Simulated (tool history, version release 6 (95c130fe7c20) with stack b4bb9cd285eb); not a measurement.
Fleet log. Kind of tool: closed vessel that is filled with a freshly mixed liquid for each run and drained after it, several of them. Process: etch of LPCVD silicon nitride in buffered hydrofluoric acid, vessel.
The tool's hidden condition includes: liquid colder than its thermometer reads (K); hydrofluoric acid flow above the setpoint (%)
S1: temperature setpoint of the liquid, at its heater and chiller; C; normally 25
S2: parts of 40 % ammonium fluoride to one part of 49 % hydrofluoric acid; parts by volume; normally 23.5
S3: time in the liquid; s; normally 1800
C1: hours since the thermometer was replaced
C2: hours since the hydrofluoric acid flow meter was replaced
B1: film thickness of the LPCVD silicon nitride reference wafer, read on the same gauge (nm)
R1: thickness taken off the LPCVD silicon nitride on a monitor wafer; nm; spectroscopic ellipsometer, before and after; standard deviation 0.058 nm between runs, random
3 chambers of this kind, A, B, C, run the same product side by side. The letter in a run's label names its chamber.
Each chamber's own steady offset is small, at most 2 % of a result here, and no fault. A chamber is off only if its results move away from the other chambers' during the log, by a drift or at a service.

run	day	S1	S2	S3	C1	C2	B1	R1
1B	0.554	25	23.5	1800	1528.9	993	40.009	12.608
2C	0.862	25	23.5	1800	398.9	588.8	40.029	12.56
# day 0.988: chamber A: hydrofluoric acid flow meter replaced
3A	1.338	25	23.5	1800	54.1	8.4	40.001	12.986
4B	1.85	25	23.5	1800	1560	1024.1	39.995	12.68
5A	2.383	25	23.5	2410	79.2	33.5	39.979	17.3
6C	2.721	25	23.5	2410	443.5	633.4	39.977	16.998
7B	3.304	25	23.5	2410	1594.9	1059	39.992	16.935
8A	3.875	25	23.5	1800	115	69.3	39.993	13.014
9C	4.475	25	23.5	1800	485.6	675.5	39.985	12.634
10A	4.983	25	23.5	1800	141.6	95.9	39.994	13.148
11C	5.408	25	23.5	1800	508	697.9	40.018	12.593
12B	5.683	25	23.5	1800	1652	1116.1	40.019	12.717
13A	6.033	25	23.5	1800	166.8	121.1	39.967	12.965
14B	6.542	25	23.5	1800	1672.6	1136.7	39.96	12.608
15C	6.846	25	23.5	1800	542.5	732.4	40.001	12.636
16B	7.338	25	23.5	1800	1691.7	1155.8	40.033	12.63
17A	7.954	22	23.5	2650	212.9	167.2	39.987	16.207
18C	8.283	22	23.5	2650	577	766.9	39.967	15.997
19C	8.733	22	23.5	2650	587.8	777.7	39.979	16.044
20B	9.075	25	23.5	1800	1733.4	1197.5	40.013	12.753
21A	9.367	25	23.5	1800	246.8	201.1	40.03	12.869
22A	9.954	25	23.5	1800	260.9	215.2	39.993	12.987
23C	10.429	25	23.5	1800	628.5	818.4	39.972	12.837
24B	10.817	25	23.5	1800	1775.2	1239.3	40.039	12.562
25A	11.421	25	23.5	1800	296.1	250.4	40.005	12.966
26B	11.971	25	23.5	1800	1802.9	1267	39.98	12.666
27C	12.421	25	23.5	1800	676.3	866.2	39.969	12.964
28C	13.008	25	23.5	1800	690.4	880.3	39.984	13.032
29A	13.392	25	23.5	1800	343.4	297.7	40.025	13.047
30B	13.896	25	23.5	1800	1849.1	1313.2	40.013	12.677
31A	14.317	25	23.5	1800	365.6	319.9	39.953	12.946
32B	14.762	25	23.5	1800	1869.9	1334	39.988	12.642
33C	15.3	25	23.5	1800	745.4	935.3	39.992	13.072
34B	15.817	25	23.5	1800	1895.2	1359.3	39.995	12.648
35C	16.354	25	23.5	1800	770.7	960.6	39.987	13.169
36A	16.912	29.5	23.5	1800	427.9	382.2	39.979	16.659

What goes on in this fleet: one chamber off, a drifting gauge, or nothing beyond the chambers' own small offsets? Name the chamber and the cause, if any.

Little by little, chamber C moves away from the other chambers.
Cause: hydrofluoric acid flow above the setpoint (%) = 7.89.
The log may not tell that from: liquid hotter than its thermometer reads (K).

Here are 4 candidates for chamber C's next run, each the usual settings with a change, their results left as question marks. Which one brings its results back in line with what the others give on the usual settings?
Maximum distance from the other chambers' mean on the usual settings for a result to count as in line: R1 0.2 nm
37C-1	17.354	25	24	1710				?
37C-2	17.354	25	23.5	1915				?
37C-3	17.354	25	23.5	1745				?
37C-4	17.354	25	23.5	1855				?

Other chambers, usual settings, mean: R1 12.813 nm
run	R1
37C-1	12.443
37C-2	14.14
37C-3	12.885
37C-4	13.697
37C-3 puts the chamber back in line with the other chambers.
